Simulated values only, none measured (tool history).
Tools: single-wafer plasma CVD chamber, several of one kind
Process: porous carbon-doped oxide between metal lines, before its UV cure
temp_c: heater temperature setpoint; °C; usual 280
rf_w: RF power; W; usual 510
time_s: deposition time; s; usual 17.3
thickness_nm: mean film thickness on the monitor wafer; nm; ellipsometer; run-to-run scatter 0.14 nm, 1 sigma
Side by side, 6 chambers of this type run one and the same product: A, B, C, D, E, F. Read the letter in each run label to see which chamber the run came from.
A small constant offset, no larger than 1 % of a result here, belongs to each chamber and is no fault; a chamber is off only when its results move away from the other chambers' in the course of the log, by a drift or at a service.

| run | hour | temp_c | rf_w | time_s | read-back reference wafer on the same gauge, thickness_nm | thickness_nm |
|---|---|---|---|---|---|---|
| 1E | 5.7 | 280 | 510 | 17.3 | 99.004 | 108.16 |
| 2D | 12.1 | 280 | 510 | 17.3 | 98.982 | 108.12 |
| 3C | 16 | 280 | 510 | 17.3 | 99.05 | 109.41 |
| 4F | 21.8 | 280 | 510 | 17.3 | 99.009 | 109.08 |
| 5A | 27 | 280 | 510 | 17.3 | 99.077 | 110.02 |
| 6B | 33.3 | 280 | 510 | 17.3 | 99.089 | 108.86 |
| 7F | 39.5 | 280 | 510 | 17.3 | 99.081 | 109.38 |
| 8C | 45.9 | 280 | 510 | 17.3 | 99.11 | 109.45 |
| 9E | 52.4 | 280 | 510 | 17.3 | 99.104 | 108.2 |
| 10D | 56 | 280 | 510 | 17.3 | 99.147 | 108.25 |
| 11A | 61.2 | 280 | 510 | 17.3 | 99.133 | 109.82 |
| 12B | 66.5 | 280 | 510 | 17.3 | 99.151 | 108.66 |
| 13E | 72.3 | 289 | 450 | 17.3 | 99.192 | 93.771 |
| 14A | 76.2 | 289 | 450 | 17.3 | 99.17 | 95.346 |
|  | 81 | chamber B: thermocouple changed; heater temperature recalibrated |
| 15B | 81.2 | 289 | 450 | 17.3 | 99.2 | 94.786 |
| 16F | 88.1 | 289 | 450 | 17.3 | 99.192 | 94.783 |
| 17D | 93.8 | 289 | 450 | 17.3 | 99.209 | 94.276 |
| 18C | 97.9 | 289 | 450 | 17.3 | 99.239 | 95.152 |
| 19C | 104.8 | 280 | 540 | 20.1 | 99.23 | 131.95 |
| 20D | 112.6 | 280 | 540 | 20.1 | 99.237 | 130.66 |
| 21B | 116.6 | 280 | 540 | 20.1 | 99.284 | 131.01 |
| 22A | 121.9 | 280 | 540 | 20.1 | 99.266 | 132.43 |
| 23F | 129 | 280 | 540 | 20.1 | 99.307 | 131.53 |
| 24E | 135.8 | 280 | 540 | 20.1 | 99.321 | 130.15 |
| 25C | 140.2 | 280 | 510 | 17.3 | 99.312 | 109.58 |
| 26B | 147.1 | 280 | 510 | 19.1 | 99.344 | 120.12 |
| 27E | 152.6 | 280 | 510 | 19.1 | 99.341 | 119.31 |
| 28A | 158.9 | 280 | 510 | 19.1 | 99.333 | 121.55 |
| 29D | 162.9 | 280 | 510 | 19.1 | 99.346 | 119.62 |
| 30F | 166.4 | 280 | 510 | 19.1 | 99.362 | 120.82 |
| 31D | 174.3 | 280 | 510 | 19.1 | 99.408 | 119.75 |
| 32C | 178 | 280 | 510 | 17.3 | 99.403 | 109.89 |
| 33F | 184.3 | 280 | 510 | 17.3 | 99.421 | 109.73 |
| 34B | 189.5 | 280 | 555 | 17.3 | 99.44 | 115.41 |
| 35A | 195.8 | 280 | 555 | 17.3 | 99.432 | 116.62 |
| 36E | 202.1 | 280 | 555 | 17.3 | 99.465 | 114.85 |
| 37E | 210 | 280 | 555 | 17.3 | 99.494 | 114.77 |
| 38C | 217.9 | 280 | 555 | 17.3 | 99.479 | 116.62 |
| 39D | 222.3 | 280 | 555 | 17.3 | 99.508 | 115.13 |

Does one chamber stand apart from the rest, does the shared gauge drift, or is all well apart from small per-chamber offsets? Give the chamber and the most likely cause, where there is one.

Gauge drift. The chambers move together only on paper, and none stands off.
Likeliest cause: gauge reads high (%) = 0.519.
